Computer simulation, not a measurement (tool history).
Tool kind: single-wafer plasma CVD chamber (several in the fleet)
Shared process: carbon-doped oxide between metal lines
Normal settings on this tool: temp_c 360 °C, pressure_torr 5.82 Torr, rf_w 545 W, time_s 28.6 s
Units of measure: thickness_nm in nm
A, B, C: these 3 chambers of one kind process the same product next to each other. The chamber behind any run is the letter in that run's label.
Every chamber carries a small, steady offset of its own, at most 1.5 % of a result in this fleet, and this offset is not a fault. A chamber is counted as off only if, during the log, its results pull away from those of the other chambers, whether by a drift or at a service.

run	day	temp_c	pressure_torr	rf_w	time_s	hours since the last thermocouple change	hours since the last RF generator calibration	hours since the last manometer calibration	read-back reference wafer on the same gauge, thickness_nm	thickness_nm
1C	0.229	360	5.82	545	28.6	86.3	236.0	760.5	159.01	152.08
2B	0.521	360	5.82	545	28.6	1541.8	410.7	508.1	159.08	154.54
3A	0.796	360	5.82	545	28.6	1423.3	735.0	689.0	159.09	154.51
4B	0.967	360	5.82	545	28.6	1552.5	421.4	518.8	159.06	154.78
5C	1.154	360	5.82	545	28.6	108.5	258.2	782.7	159.04	153.06
6A	1.404	360	5.82	545	28.6	1437.9	749.6	703.6	159.04	153.93
7A	1.696	360	5.82	545	28.6	1444.9	756.6	710.6	159.05	153.20
8C	1.883	360	4.41	450	28.6	126.0	275.7	800.2	158.90	130.04
9B	2.154	360	4.41	450	28.6	1581.0	449.9	547.3	159.02	132.00
10C	2.304	360	4.41	450	28.6	136.1	285.8	810.3	158.93	129.59
11B	2.496	360	5.82	545	28.6	1589.2	458.1	555.5	158.91	154.10
12A	2.750	360	5.82	645	23.4	1470.2	781.9	735.9	159.10	139.53
13A	2.962	360	5.82	645	23.4	1475.3	787.0	741.0	158.97	139.51
14B	3.183	360	5.82	645	23.4	1605.7	474.6	572.0	159.08	139.43
15C	3.371	360	5.82	545	28.6	161.7	311.4	835.9	158.98	151.80
16C	3.542	360	5.82	545	28.6	165.8	315.5	840.0	159.07	151.92
17A	3.771	360	5.82	545	28.6	1494.7	806.4	760.4	159.06	153.66
18B	3.917	360	5.82	545	28.6	1623.3	492.2	589.6	158.98	154.91
19A	4.067	360	5.82	545	32.4	1501.8	813.5	767.5	159.12	173.29
20B	4.271	360	5.82	545	32.4	1631.8	500.7	598.1	159.06	175.56
21C	4.488	360	5.82	545	32.4	188.5	338.2	862.7	158.96	171.05
22B	4.717	360	5.82	640	33.7	1642.5	511.4	608.8	158.97	200.21
23C	4.988	360	5.82	640	33.7	200.5	350.2	874.7	159.12	195.22
24A	5.133	360	5.82	640	33.7	1527.4	839.1	793.1	158.88	200.27
25C	5.425	360	5.82	545	28.6	211.0	360.7	885.2	159.14	150.32
26B	5.671	360	5.82	545	28.6	1665.4	534.3	631.7	159.07	154.27
# day 5.712: chamber C: capacitance manometer re-zeroed and calibrated
27A	5.871	360	5.82	545	28.6	1545.1	856.8	810.8	159.05	153.21
28A	6.096	360	5.82	480	28.6	1550.5	862.2	816.2	158.93	142.46
29C	6.350	360	5.82	480	28.6	233.2	382.9	15.3	158.92	137.80
30B	6.546	360	5.82	480	28.6	1686.4	555.3	652.7	159.07	142.43

All chambers now run identical settings, listed one chamber a line with results as question marks. What results will each chamber show?
31A	6.783	360	5.82	545	32.7					?
31B	6.783	360	5.82	545	32.7					?
31C	6.783	360	5.82	545	32.7					?

run	thickness_nm
31A	174.71
31B	175.81
31C	169.17

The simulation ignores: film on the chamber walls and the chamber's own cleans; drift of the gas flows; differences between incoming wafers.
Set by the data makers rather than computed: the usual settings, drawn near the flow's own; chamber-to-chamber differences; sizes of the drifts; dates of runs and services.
